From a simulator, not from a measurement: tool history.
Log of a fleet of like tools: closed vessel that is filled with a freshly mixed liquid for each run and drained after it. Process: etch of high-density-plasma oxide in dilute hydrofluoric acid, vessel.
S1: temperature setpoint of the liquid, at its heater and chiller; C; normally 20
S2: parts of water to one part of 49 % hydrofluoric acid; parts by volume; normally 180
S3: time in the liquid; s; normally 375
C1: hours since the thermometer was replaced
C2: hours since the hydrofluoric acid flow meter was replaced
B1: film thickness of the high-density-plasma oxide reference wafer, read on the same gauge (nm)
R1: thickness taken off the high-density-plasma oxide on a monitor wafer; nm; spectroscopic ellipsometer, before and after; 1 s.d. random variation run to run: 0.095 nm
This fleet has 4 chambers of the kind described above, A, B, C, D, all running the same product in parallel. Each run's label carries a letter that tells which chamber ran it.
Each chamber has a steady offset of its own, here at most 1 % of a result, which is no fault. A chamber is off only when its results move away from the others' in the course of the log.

run   hour    S1   S2   S3      C1      C2      B1      R1
 1B    5.7    20  180  375   624.2  1247.4   60.02  10.101
 2D   11.6    20  180  375  1034.8   443.5  59.973  10.042
 3A   17.4    20  180  375   182.6   880.8  60.037  10.106
 4C   22.7    20  180  375   171.1   365.6   60.02  9.9346
 5B   30.2    20  180  375   648.7  1271.9  59.985   10.15
 6A   35.5    20  180  375   200.7   898.9   60.01  10.155
 7D   40.3    20  180  375  1063.5   472.2  60.014  9.9069
 8C   46.8    20  180  375   195.2   389.7  60.026  10.072
 9C   53.4    20  180  375   201.8   396.3  59.971  9.8578
10A   58.2    20  180  375   223.4   921.6  59.964   10.05
11D   64.5    20  180  375  1087.7   496.4      60  10.013
      66.1  -- chamber A: hydrofluoric acid flow meter replaced
12B   68.4    20  180  375   686.9  1310.1  60.027  10.196
13A   73.8    20  180  375     239     7.8  59.978  9.9966
14C   81.5    20  120  240   229.9   424.4  60.024  10.313
15B   87.1    20  120  240   705.6  1328.8  60.022  10.175
16D   90.5    20  120  240  1113.7   522.4  59.972  10.066
17B   95.1    20  120  240   713.6  1336.8  60.005   10.34
18A   98.8    20  180  375     264    32.8  59.975  10.033
19D  105.2    20  180  375  1128.4   537.1   60.01  10.079
20C  108.5    20  180  375   256.9   451.4  59.995  10.031
21C  112.1    20  180  375   260.5     455  59.952  9.8441
22B  119.5  22.5  205  375     738  1361.2  59.981  9.5512
23A  126.8  22.5  205  375     292    60.8  60.016  9.4434
24D  134.3  22.5  205  375  1157.5   566.2  59.993  9.2181
25A  139.2  22.5  205  375   304.4    73.2  60.016  9.5534
26C  143.2    20  180  375   291.6   486.1   59.96  9.9449
27B  147.9  22.5  180  375   766.4  1389.6   60.03  11.103
28D  151.6  22.5  180  375  1174.8   583.5  60.009   11.11
29B  156.5  22.5  180  375     775  1398.2  60.036  11.313
30D  160.6  22.5  180  375  1183.8   592.5  60.015  10.836
31A  164.9    20  180  375   330.1    98.9  59.979  10.009
32C  171.4    20  180  375   319.8   514.3  59.978  10.064
33B  174.9    20  240  375   793.4  1416.6  59.992  7.2719
34D  180.7    20  240  375  1203.9   612.6  59.968  7.0237
35C  186.3    20  240  375   334.7   529.2  60.013  7.0959
36A  193.6    20  240  375   358.8   127.6  60.027  7.2123
     197.5  -- chamber D: hydrofluoric acid flow meter replaced
37A  198.5    20  180  375   363.7   132.5  59.999    10.1
38D  205.9    20  180  375  1229.1     8.4  59.987  10.029

Predict what each chamber gives when all 4 of them run the settings below next.
39A  211.4  17  180  375               ?
39B  211.4  17  180  375               ?
39C  211.4  17  180  375               ?
39D  211.4  17  180  375               ?

run      R1
39A  9.0679
39B  9.1174
39C  8.9864
39D  8.9279
